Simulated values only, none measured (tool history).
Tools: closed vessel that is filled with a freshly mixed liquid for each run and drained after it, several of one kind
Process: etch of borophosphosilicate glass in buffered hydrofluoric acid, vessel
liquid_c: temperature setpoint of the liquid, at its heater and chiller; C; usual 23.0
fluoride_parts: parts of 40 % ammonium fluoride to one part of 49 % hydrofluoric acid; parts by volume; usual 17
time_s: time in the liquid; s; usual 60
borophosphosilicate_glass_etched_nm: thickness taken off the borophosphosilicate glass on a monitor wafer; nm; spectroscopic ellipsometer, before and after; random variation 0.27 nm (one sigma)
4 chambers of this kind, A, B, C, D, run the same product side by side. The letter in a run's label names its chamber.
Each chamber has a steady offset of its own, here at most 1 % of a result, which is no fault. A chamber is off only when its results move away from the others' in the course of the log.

run    day  liquid_c  fluoride_parts  time_s  read-back film thickness of the borophosphosilicate glass reference wafer, read on the same gauge (nm)  borophosphosilicate_glass_etched_nm
 1B  0.354      23.0              17      60                                                                                                  90.000                               59.206
 2A  0.546      23.0              17      60                                                                                                  90.050                               59.433
 3C  0.704      23.0              17      60                                                                                                  90.034                               59.843
 4D  0.912      23.0              17      60                                                                                                  90.006                               59.665
 5D  1.179      19.5              17      85                                                                                                  89.995                               69.605
 6B  1.454      19.5              17      85                                                                                                  89.991                               69.593
 7A  1.662      19.5              17      85                                                                                                  89.966                               69.355
 8C  1.854      19.5              17      85                                                                                                  90.001                               70.439
 9B  2.096      23.0              17      60                                                                                                  90.004                               58.967
10A  2.308      23.0              17      60                                                                                                  89.979                               59.555
11C  2.588      23.0              17      60                                                                                                  89.980                               59.438
12D  2.825      23.0              17      60                                                                                                  89.989                               59.486
13A  3.033      23.0              17      60                                                                                                  90.028                               60.022
14B  3.208      23.0              17      60                                                                                                  89.960                               60.475
15D  3.458      23.0              17      60                                                                                                  89.966                               59.204
16C  3.646      23.0              17      60                                                                                                  90.003                               59.927
     3.833  -- chamber D: hydrofluoric acid flow meter replaced
17B  3.888      23.0              17      60                                                                                                  89.982                               61.195
18A  4.150      23.0              17      60                                                                                                  90.011                               59.836
19C  4.388      23.0              17      60                                                                                                  89.975                               59.614
20D  4.617      23.0              23      90                                                                                                  90.032                               68.446
21C  4.967      23.0              23      90                                                                                                  90.008                               69.325
22D  5.125      23.0              23      90                                                                                                  89.973                               68.187
23B  5.408      23.0              23      90                                                                                                  90.001                               73.066
24A  5.758      23.0              17      60                                                                                                  89.971                               59.771

All 4 chambers run these settings next. Forecast each chamber's results:
25A  6.012      23.0              17      60                                                                                                                                            ?
25B  6.012      23.0              17      60                                                                                                                                            ?
25C  6.012      23.0              17      60                                                                                                                                            ?
25D  6.012      23.0              17      60                                                                                                                                            ?

run  borophosphosilicate_glass_etched_nm
25A                               59.916
25B                               63.364
25C                               59.908
25D                               59.018
